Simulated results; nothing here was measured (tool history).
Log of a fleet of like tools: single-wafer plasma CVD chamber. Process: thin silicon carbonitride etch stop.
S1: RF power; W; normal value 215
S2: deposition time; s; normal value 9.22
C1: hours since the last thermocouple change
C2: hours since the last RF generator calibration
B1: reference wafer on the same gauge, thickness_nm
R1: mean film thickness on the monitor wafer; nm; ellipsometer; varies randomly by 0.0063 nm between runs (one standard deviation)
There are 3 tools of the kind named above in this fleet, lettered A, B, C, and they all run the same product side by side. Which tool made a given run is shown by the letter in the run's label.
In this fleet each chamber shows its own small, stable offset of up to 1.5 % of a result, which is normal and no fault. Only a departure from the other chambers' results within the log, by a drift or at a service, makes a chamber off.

run   hour   S1    S2      C1      C2      B1      R1
 1B    5.4  215  9.22  1130.3   101.1  6.1990  5.3707
 2A    9.8  215  9.22   493.0  1186.7  6.1974  5.3585
 3C   14.5  215  9.22   227.9   391.5  6.1974  5.4375
 4C   22.1  215  9.22   235.5   399.1  6.1968  5.4329
 5A   27.5  250  9.22   510.7  1204.4  6.1967  5.6107
 6B   33.4  250  9.22  1158.3   129.1  6.1940  5.6272
 7A   39.4  250  9.22   522.6  1216.3  6.1940  5.5960
 8C   44.3  215  9.22   257.7   421.3  6.1958  5.4315
 9B   50.8  215  9.22  1175.7   146.5  6.1936  5.3658
10A   56.8  215  9.22   540.0  1233.7  6.1928  5.3516
11B   61.0  215  9.22  1185.9   156.7  6.1895  5.3689
12C   66.7  215  9.22   280.1   443.7  6.1899  5.4393
13B   75.0  215  9.22  1199.9   170.7  6.1898  5.3739
14C   80.1  245  9.22   293.5   457.1  6.1881  5.6396
15A   84.5  245  9.22   567.7  1261.4  6.1887  5.5655
16A   89.6  245  9.22   572.8  1266.5  6.1862  5.5703
17B   97.4  215  9.22  1222.3   193.1  6.1853  5.3617
18C  101.2  215  9.22   314.6   478.2  6.1839  5.4216
19C  108.7  180  9.22   322.1   485.7  6.1859  5.1532
20A  112.7  180  9.22   595.9  1289.6  6.1833  5.0654
21B  119.2  180  9.22  1244.1   214.9  6.1839  5.0805
22A  125.5  215  9.22   608.7  1302.4  6.1834  5.3413
23C  132.0  215  9.22   345.4   509.0  6.1824  5.4345
24B  139.0  215  9.22  1263.9   234.7  6.1811  5.3555
25A  146.0  215  9.22   629.2  1322.9  6.1801  5.3436
26B  150.9  215  9.22  1275.8   246.6  6.1763  5.3624
27C  158.4  230  9.22   371.8   535.4  6.1770  5.5456
28B  165.9  230  9.22  1290.8   261.6  6.1773  5.4689
29A  172.5  230  9.22   655.7  1349.4  6.1757  5.4465
30C  177.5  215  9.22   390.9   554.5  6.1751  5.4254
31C  182.1  215  9.22   395.5   559.1  6.1740  5.4150
32B  186.4  235  9.99  1311.3   282.1  6.1746  5.9490
33A  194.5  235  9.99   677.7  1371.4  6.1734  5.9439
34A  202.1  235  9.99   685.3  1379.0  6.1728  5.9410
35C  210.4  215  9.22   423.8   587.4  6.1700  5.4118

For the next run the whole fleet of 3 chambers uses the same settings. Give each chamber's results:
36A  216.5  230  9.22               ?
36B  216.5  230  9.22               ?
36C  216.5  230  9.22               ?

run      R1
36A  5.4356
36B  5.4500
36C  5.5290

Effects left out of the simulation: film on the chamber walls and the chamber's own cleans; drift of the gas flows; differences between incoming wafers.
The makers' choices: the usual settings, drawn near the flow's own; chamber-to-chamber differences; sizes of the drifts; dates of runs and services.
